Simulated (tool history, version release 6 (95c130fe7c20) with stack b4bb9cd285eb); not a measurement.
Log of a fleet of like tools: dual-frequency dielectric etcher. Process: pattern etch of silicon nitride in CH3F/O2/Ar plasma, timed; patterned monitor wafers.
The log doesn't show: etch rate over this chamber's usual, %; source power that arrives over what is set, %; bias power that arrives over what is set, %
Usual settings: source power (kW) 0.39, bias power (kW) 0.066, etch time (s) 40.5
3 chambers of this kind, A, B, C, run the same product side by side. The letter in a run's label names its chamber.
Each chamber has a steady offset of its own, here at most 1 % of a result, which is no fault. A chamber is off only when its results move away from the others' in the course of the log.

run,hour,source power (kW),bias power (kW),etch time (s),hours since the last wet clean,hours since the last source power generator calibration,hours since the last bias power generator calibration,"read-back reference wafer on the same gauge, depth_nm",mean etch depth across the wafer (angstrom)
1B,5.2,0.39,0.066,40.5,375.9,540.7,1506,23.702,270.68
2A,11.4,0.39,0.066,40.5,192,3400.7,588.5,23.714,273.43
3C,16.6,0.39,0.066,40.5,198.1,1863.4,1990.2,23.71,276.33
4B,21.1,0.39,0.066,40.5,391.8,556.6,1521.9,23.714,270.37
5A,25.9,0.39,0.066,40.5,206.5,3415.2,603,23.723,272.68
6C,30.9,0.39,0.066,40.5,212.4,1877.7,2004.5,23.741,277
7A,34.5,0.39,0.066,40.5,215.1,3423.8,611.6,23.706,273.36
8B,38,0.39,0.066,40.5,408.7,573.5,1538.8,23.686,269.07
9C,42.9,0.39,0.066,40.5,224.4,1889.7,2016.5,23.702,274.43
10B,48.2,0.39,0.066,40.5,418.9,583.7,1549,23.665,269.34
11A,54.6,0.39,0.066,40.5,235.2,3443.9,631.7,23.693,274.02
12C,60.5,0.39,0.074,31,242,1907.3,2034.1,23.726,219.53
13A,64.6,0.39,0.074,31,245.2,3453.9,641.7,23.71,220.98
14C,69.5,0.39,0.074,31,251,1916.3,2043.1,23.684,220.09
15B,74.1,0.39,0.066,51.5,444.8,609.6,1574.9,23.702,345.37
16C,79.4,0.39,0.066,51.5,260.9,1926.2,2053,23.696,353.42
17B,86.8,0.39,0.066,51.5,457.5,622.3,1587.6,23.703,345.94
# hour 91.7: chamber B: wet clean of the chamber
18A,93.7,0.39,0.066,40.5,274.3,3483,670.8,23.703,278.91
19B,98.4,0.39,0.066,40.5,6.7,633.9,1599.2,23.688,272.71
20A,103.7,0.39,0.061,40.5,284.3,3493,680.8,23.698,272.5
21C,108.5,0.39,0.061,40.5,290,1955.3,2082.1,23.696,269.01
22B,113.1,0.39,0.061,40.5,21.4,648.6,1613.9,23.676,262.96
23A,119.7,0.3,0.066,46.5,300.3,3509,696.8,23.721,294.79

What goes on in this fleet: one chamber off, a drifting gauge, or nothing beyond the chambers' own small offsets? Name the chamber and the cause, if any.

Chamber A drifts away from the others.
Cause: etch rate over this chamber's usual, % = 4.34.

Here are 4 candidates for chamber A's next run, each the usual settings with a change, their results left as question marks. Which one brings its results back in line with what the others give on the usual settings?
In line means no further than this from the other chambers' mean on the usual settings: mean etch depth across the wafer (angstrom) 4
24A-1,125.2,0.39,0.066,41,,,,,?
24A-2,125.2,0.39,0.066,40,,,,,?
24A-3,125.2,0.39,0.066,39,,,,,?
24A-4,125.2,0.39,0.066,42,,,,,?

The other chambers' mean on the usual settings: mean etch depth across the wafer (angstrom) 273.47
run,mean etch depth across the wafer (angstrom)
24A-1,288.27
24A-2,281.24
24A-3,274.21
24A-4,295.3
24A-3 brings the chamber back in line.
